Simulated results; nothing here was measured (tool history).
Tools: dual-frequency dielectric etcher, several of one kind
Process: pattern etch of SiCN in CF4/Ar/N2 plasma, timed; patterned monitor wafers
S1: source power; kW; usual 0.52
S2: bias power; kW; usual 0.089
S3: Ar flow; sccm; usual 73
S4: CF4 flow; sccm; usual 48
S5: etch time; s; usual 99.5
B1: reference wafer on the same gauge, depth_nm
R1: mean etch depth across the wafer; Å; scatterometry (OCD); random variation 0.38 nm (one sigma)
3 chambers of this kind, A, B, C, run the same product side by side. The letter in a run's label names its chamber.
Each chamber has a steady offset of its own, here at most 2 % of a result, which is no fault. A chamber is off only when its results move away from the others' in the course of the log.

{"run": "1B", "day": 0.379, "S1": 0.52, "S2": 0.089, "S3": 73, "S4": 48, "S5": 99.5, "B1": 115.04, "R1": 1015.5}
{"run": "2C", "day": 0.679, "S1": 0.52, "S2": 0.089, "S3": 73, "S4": 48, "S5": 99.5, "B1": 114.96, "R1": 1040.5}
{"run": "3A", "day": 1.012, "S1": 0.52, "S2": 0.089, "S3": 73, "S4": 48, "S5": 99.5, "B1": 114.96, "R1": 1041.9}
{"run": "4A", "day": 1.229, "S1": 0.52, "S2": 0.089, "S3": 73, "S4": 48, "S5": 99.5, "B1": 115, "R1": 1040.6}
{"run": "5B", "day": 1.425, "S1": 0.47, "S2": 0.089, "S3": 73, "S4": 48, "S5": 99.5, "B1": 115.07, "R1": 926.4}
{"run": "6C", "day": 1.779, "S1": 0.47, "S2": 0.089, "S3": 73, "S4": 48, "S5": 99.5, "B1": 114.97, "R1": 946.67}
{"run": "7B", "day": 2.008, "S1": 0.47, "S2": 0.089, "S3": 73, "S4": 48, "S5": 99.5, "B1": 114.93, "R1": 925.14}
{"run": "8A", "day": 2.362, "S1": 0.52, "S2": 0.089, "S3": 73, "S4": 48, "S5": 99.5, "B1": 115.03, "R1": 1032.2}
{"run": "9C", "day": 2.562, "S1": 0.52, "S2": 0.089, "S3": 73, "S4": 48, "S5": 99.5, "B1": 114.98, "R1": 1042.8}
{"run": "10B", "day": 2.896, "S1": 0.52, "S2": 0.089, "S3": 73, "S4": 48, "S5": 99.5, "B1": 115.09, "R1": 1008.3}
{"run": "11A", "day": 3.175, "S1": 0.52, "S2": 0.089, "S3": 73, "S4": 48, "S5": 99.5, "B1": 115.09, "R1": 1034.9}
{"run": "12C", "day": 3.546, "S1": 0.52, "S2": 0.089, "S3": 73, "S4": 48, "S5": 99.5, "B1": 115.01, "R1": 1043.1}
{"run": "13B", "day": 3.762, "S1": 0.52, "S2": 0.089, "S3": 73, "S4": 48, "S5": 99.5, "B1": 115.02, "R1": 1002.4}
{"run": "14A", "day": 4.083, "S1": 0.52, "S2": 0.089, "S3": 82, "S4": 48, "S5": 99.5, "B1": 114.94, "R1": 1022.7}
{"run": "15C", "day": 4.262, "S1": 0.52, "S2": 0.089, "S3": 82, "S4": 48, "S5": 99.5, "B1": 114.93, "R1": 1023.5}
{"run": "16C", "day": 4.512, "S1": 0.52, "S2": 0.089, "S3": 82, "S4": 48, "S5": 99.5, "B1": 114.96, "R1": 1028.2}
{"run": "17B", "day": 4.775, "S1": 0.52, "S2": 0.089, "S3": 73, "S4": 48, "S5": 99.5, "B1": 115, "R1": 999.49}
{"run": "18A", "day": 4.992, "S1": 0.52, "S2": 0.089, "S3": 73, "S4": 48, "S5": 99.5, "B1": 114.91, "R1": 1035.8}
{"run": "19A", "day": 5.3, "S1": 0.52, "S2": 0.089, "S3": 73, "S4": 48, "S5": 99.5, "B1": 114.99, "R1": 1033.8}
{"run": "20C", "day": 5.662, "S1": 0.52, "S2": 0.089, "S3": 73, "S4": 48, "S5": 99.5, "B1": 115.15, "R1": 1035.8}
{"run": "21B", "day": 5.85, "S1": 0.52, "S2": 0.089, "S3": 73, "S4": 48, "S5": 99.5, "B1": 114.93, "R1": 989.59}

Next, every chamber runs the same settings. What will each give?
{"run": "22A", "day": 6.125, "S1": 0.52, "S2": 0.089, "S3": 73, "S4": 48, "S5": 99.5, "R1": "?"}
{"run": "22B", "day": 6.125, "S1": 0.52, "S2": 0.089, "S3": 73, "S4": 48, "S5": 99.5, "R1": "?"}
{"run": "22C", "day": 6.125, "S1": 0.52, "S2": 0.089, "S3": 73, "S4": 48, "S5": 99.5, "R1": "?"}

run=22A R1=1035.1
run=22B R1=992.56
run=22C R1=1047.3

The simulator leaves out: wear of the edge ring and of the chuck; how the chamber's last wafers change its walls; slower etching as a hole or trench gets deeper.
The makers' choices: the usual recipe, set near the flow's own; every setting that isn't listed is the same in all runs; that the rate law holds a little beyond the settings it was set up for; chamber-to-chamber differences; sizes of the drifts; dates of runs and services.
